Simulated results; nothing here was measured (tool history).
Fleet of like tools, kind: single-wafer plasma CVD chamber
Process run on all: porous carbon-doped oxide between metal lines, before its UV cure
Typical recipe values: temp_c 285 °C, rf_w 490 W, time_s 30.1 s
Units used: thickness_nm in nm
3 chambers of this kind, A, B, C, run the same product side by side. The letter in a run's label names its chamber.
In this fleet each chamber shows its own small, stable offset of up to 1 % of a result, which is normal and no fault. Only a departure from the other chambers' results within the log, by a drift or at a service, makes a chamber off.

run,hour,temp_c,rf_w,time_s,hours since the last thermocouple change,hours since the last RF generator calibration,"read-back reference wafer on the same gauge, thickness_nm",thickness_nm
1A,7.1,285,490,30.1,902.2,1631.9,148.89,176.86
2C,10.4,285,490,30.1,337.9,915.0,148.87,176.41
3B,15.7,285,490,30.1,1514.1,1422.7,149.00,174.55
4A,20.6,285,490,30.1,915.7,1645.4,148.93,176.40
5B,27.4,285,490,30.1,1525.8,1434.4,148.98,174.16
6C,34.2,285,490,30.1,361.7,938.8,149.18,175.00
7C,37.8,285,490,30.1,365.3,942.4,148.91,175.95
# hour 40.3: chamber C: RF generator calibrated
8A,44.5,285,490,30.1,939.6,1669.3,149.03,177.60
9B,49.8,285,490,30.1,1548.2,1456.8,149.14,174.74
10C,56.1,285,490,30.1,383.6,15.9,148.78,174.76
11B,60.3,285,490,35.5,1558.7,1467.3,149.05,205.66
12A,66.7,285,490,35.5,961.8,1691.5,148.94,207.71
13A,70.4,285,490,35.5,965.5,1695.2,148.86,209.69
14B,76.2,285,490,30.1,1574.6,1483.2,149.00,176.31
15C,81.8,285,490,30.1,409.3,41.6,149.04,175.46
16A,86.5,285,490,30.1,981.6,1711.3,149.19,176.83
17B,91.5,285,490,30.1,1589.9,1498.5,148.89,175.07
18C,98.7,285,490,30.1,426.2,58.5,148.92,175.23
19C,102.9,285,490,30.1,430.4,62.7,148.69,175.77
20B,109.4,285,490,30.1,1607.8,1516.4,149.02,173.21
21A,114.2,290,490,24.4,1009.3,1739.0,148.90,138.31
22C,119.1,290,490,24.4,446.6,78.9,149.11,137.83
23B,124.0,290,490,24.4,1622.4,1531.0,148.74,138.71
24A,127.8,297,490,30.1,1022.9,1752.6,149.03,165.72
25C,134.5,297,490,30.1,462.0,94.3,149.04,162.97
26B,138.2,297,490,30.1,1636.6,1545.2,149.16,163.31
27A,141.9,285,490,30.1,1037.0,1766.7,149.03,175.95
28A,147.1,285,490,30.1,1042.2,1771.9,149.04,176.38

Next, all 3 chambers run the settings below, one line each with question marks for the results. What does each chamber give?
29A,152.3,285,490,30.1,,,,?
29B,152.3,285,490,30.1,,,,?
29C,152.3,285,490,30.1,,,,?

run,thickness_nm
29A,177.13
29B,176.29
29C,173.73

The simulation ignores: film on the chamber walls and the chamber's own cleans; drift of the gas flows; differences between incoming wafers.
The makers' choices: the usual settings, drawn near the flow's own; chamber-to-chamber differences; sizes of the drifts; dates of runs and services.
